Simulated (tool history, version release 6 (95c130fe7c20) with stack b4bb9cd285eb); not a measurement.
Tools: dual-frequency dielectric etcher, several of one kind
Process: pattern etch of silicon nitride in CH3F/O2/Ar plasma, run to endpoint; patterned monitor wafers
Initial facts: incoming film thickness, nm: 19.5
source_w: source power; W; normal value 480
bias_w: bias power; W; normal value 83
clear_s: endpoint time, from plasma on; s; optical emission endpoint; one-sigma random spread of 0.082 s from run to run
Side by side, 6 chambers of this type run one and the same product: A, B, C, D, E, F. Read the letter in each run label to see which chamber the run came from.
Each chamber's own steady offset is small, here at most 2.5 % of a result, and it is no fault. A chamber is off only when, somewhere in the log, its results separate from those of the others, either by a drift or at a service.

run,hour,source_w,bias_w,clear_s
# hour 2.8: chamber C: wet clean of the chamber
1C,3.8,480,83,25.087
2E,7.1,480,83,24.88
3F,12,480,83,25.038
4B,15.4,480,83,25.153
5A,17.8,480,83,25.17
6D,21.8,480,83,24.505
7F,24.2,480,83,25.063
8B,28.3,480,83,25.225
9A,32.4,480,83,25.121
10C,36.8,480,83,24.8
11E,39.3,480,83,24.747
12D,43.8,480,83,24.39
13F,47.8,480,83,25.225
14A,51.1,480,83,25.192
15C,56,480,83,25.018
16E,60.5,480,83,24.801
17B,64.2,480,83,25.195
18D,67.5,480,83,24.519
# hour 69.9: chamber B: wet clean of the chamber
19D,70.3,480,83,24.543
# hour 72.9: chamber E: source power generator calibrated
20C,73.1,480,83,24.866
21E,76.3,480,83,24.878
22F,79.8,480,83,25.045
23B,83.3,480,83,25.247
24A,86.4,480,83,25.059
25B,89.3,480,83,25.006
26A,94.4,480,83,25.136
27D,97.9,480,83,24.48
28C,102.1,480,83,24.975
29E,106.3,480,83,24.882
30F,109.7,480,83,25.072
# hour 110.7: chamber E: wet clean of the chamber
31B,113.4,480,83,25.253
32F,117.4,480,83,25.045
33E,122.4,480,83,24.942
34C,125.2,480,83,24.914
35A,130.1,560,72,24.872
36D,134.5,560,72,24.242

Is one chamber out of step, is the gauge drifting, or do the chambers differ by no more than their own small offsets? For an off chamber, give its letter and the likeliest cause.

Nothing is wrong: each chamber keeps only its own small, steady offset and the gauge holds still.
